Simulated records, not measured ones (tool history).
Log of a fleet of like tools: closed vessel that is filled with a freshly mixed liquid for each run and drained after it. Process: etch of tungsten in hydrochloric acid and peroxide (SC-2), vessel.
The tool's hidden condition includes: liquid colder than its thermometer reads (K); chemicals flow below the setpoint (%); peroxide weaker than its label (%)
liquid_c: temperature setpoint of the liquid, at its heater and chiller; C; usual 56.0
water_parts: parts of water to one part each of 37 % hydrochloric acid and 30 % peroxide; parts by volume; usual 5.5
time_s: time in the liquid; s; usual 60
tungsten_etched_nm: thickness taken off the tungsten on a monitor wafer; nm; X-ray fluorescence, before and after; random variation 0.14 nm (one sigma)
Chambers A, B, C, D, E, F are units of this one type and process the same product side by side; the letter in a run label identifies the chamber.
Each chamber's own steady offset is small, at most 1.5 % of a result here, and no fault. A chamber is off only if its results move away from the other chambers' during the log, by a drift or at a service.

run,hour,liquid_c,water_parts,time_s,hours since the thermometer was replaced,hours since the chemicals flow meter was replaced,hours since the drum of peroxide was connected,"read-back film thickness of the tungsten reference wafer, read on the same gauge (nm)",tungsten_etched_nm
1A,9.3,56.0,5.5,60,492.0,1022.7,87.3,140.01,16.344
2F,18.4,56.0,5.5,60,850.7,187.7,424.5,140.00,16.174
3E,26.0,56.0,5.5,60,1888.0,1195.4,508.5,139.98,16.310
4D,31.0,56.0,5.5,60,352.9,878.2,748.5,139.95,16.170
5B,39.2,56.0,5.5,60,432.8,1303.6,681.4,140.00,16.286
6C,43.4,51.5,5.5,60,945.0,179.2,54.8,140.05,12.235
7D,51.6,51.5,5.5,60,373.5,898.8,769.1,139.99,12.012
8F,58.9,51.5,5.5,60,891.2,228.2,465.0,140.03,12.303
# hour 63.3: chamber D: new drum of peroxide connected
9C,64.8,51.5,5.5,60,966.4,200.6,76.2,140.02,12.178
10E,72.5,51.5,5.5,60,1934.5,1241.9,555.0,139.95,12.035
11B,78.2,51.5,5.5,60,471.8,1342.6,720.4,139.99,12.115
12A,84.1,56.0,5.5,60,566.8,1097.5,162.1,140.00,16.445
13D,90.5,56.0,5.5,60,412.4,937.7,27.3,140.02,16.213
14E,96.1,56.0,5.5,60,1958.1,1265.5,578.6,140.01,16.209
15B,103.6,56.0,5.5,60,497.2,1368.0,745.8,140.02,16.348
16C,110.5,56.0,5.5,60,1012.1,246.3,121.9,139.99,16.178
17F,119.8,56.0,5.5,60,952.1,289.1,525.9,139.96,15.841
18A,127.5,56.0,5.5,60,610.2,1140.9,205.5,140.00,16.236
19A,132.6,64.5,5.5,60,615.3,1146.0,210.6,140.00,28.241
20C,136.8,64.5,5.5,60,1038.4,272.6,148.2,139.94,27.529
21E,141.7,64.5,5.5,60,2003.7,1311.1,624.2,139.97,28.243
22D,147.1,64.5,5.5,60,469.0,994.3,83.9,140.00,27.708
23B,154.2,64.5,5.5,60,547.8,1418.6,796.4,140.03,27.643
24F,159.5,64.5,5.5,60,991.8,328.8,565.6,140.00,26.606
25D,166.0,62.0,7.5,60,487.9,1013.2,102.8,140.05,18.669
26B,175.1,62.0,7.5,60,568.7,1439.5,817.3,140.01,18.720
# hour 177.9: chamber F: new drum of peroxide connected
27C,183.0,62.0,7.5,60,1084.6,318.8,194.4,139.98,19.001
28E,192.0,62.0,7.5,60,2054.0,1361.4,674.5,139.96,18.885
29F,201.5,62.0,7.5,60,1033.8,370.8,23.7,140.01,17.674
30A,205.9,62.0,7.5,60,688.6,1219.3,283.9,140.04,18.734
31C,211.5,56.0,5.5,60,1113.1,347.3,222.9,140.01,16.087
32D,216.9,56.0,5.5,60,538.8,1064.1,153.7,140.02,16.249
33B,224.8,56.0,5.5,60,618.4,1489.2,867.0,139.99,16.226
34E,230.3,56.0,5.5,60,2092.3,1399.7,712.8,140.01,16.373
35A,237.8,56.0,5.5,90,720.5,1251.2,315.8,139.94,24.777
36F,247.0,56.0,5.5,90,1079.3,416.3,69.2,139.99,22.359
37C,253.9,56.0,5.5,90,1155.5,389.7,265.3,140.05,24.126
38B,263.3,56.0,5.5,90,656.9,1527.7,905.5,140.04,24.198
# hour 266.3: chamber F: chemicals flow meter replaced
39E,268.1,56.0,5.5,90,2130.1,1437.5,750.6,140.00,24.310
40A,272.7,56.0,5.5,90,755.4,1286.1,350.7,139.96,24.492
41F,279.6,56.0,5.5,60,1111.9,13.4,101.8,139.94,14.835
42D,285.0,56.0,5.5,60,606.9,1132.2,221.8,140.02,15.979
43C,290.0,56.0,5.5,60,1191.6,425.8,301.4,140.04,16.046
44B,294.3,56.0,8.0,60,687.9,1558.7,936.5,140.00,12.085

Next, all 6 chambers run the settings below, one line each with question marks for the results. What does each chamber give?
45A,301.2,51.0,5.5,60,,,,,?
45B,301.2,51.0,5.5,60,,,,,?
45C,301.2,51.0,5.5,60,,,,,?
45D,301.2,51.0,5.5,60,,,,,?
45E,301.2,51.0,5.5,60,,,,,?
45F,301.2,51.0,5.5,60,,,,,?

run,tungsten_etched_nm
45A,11.949
45B,11.778
45C,11.747
45D,11.719
45E,11.734
45F,10.531

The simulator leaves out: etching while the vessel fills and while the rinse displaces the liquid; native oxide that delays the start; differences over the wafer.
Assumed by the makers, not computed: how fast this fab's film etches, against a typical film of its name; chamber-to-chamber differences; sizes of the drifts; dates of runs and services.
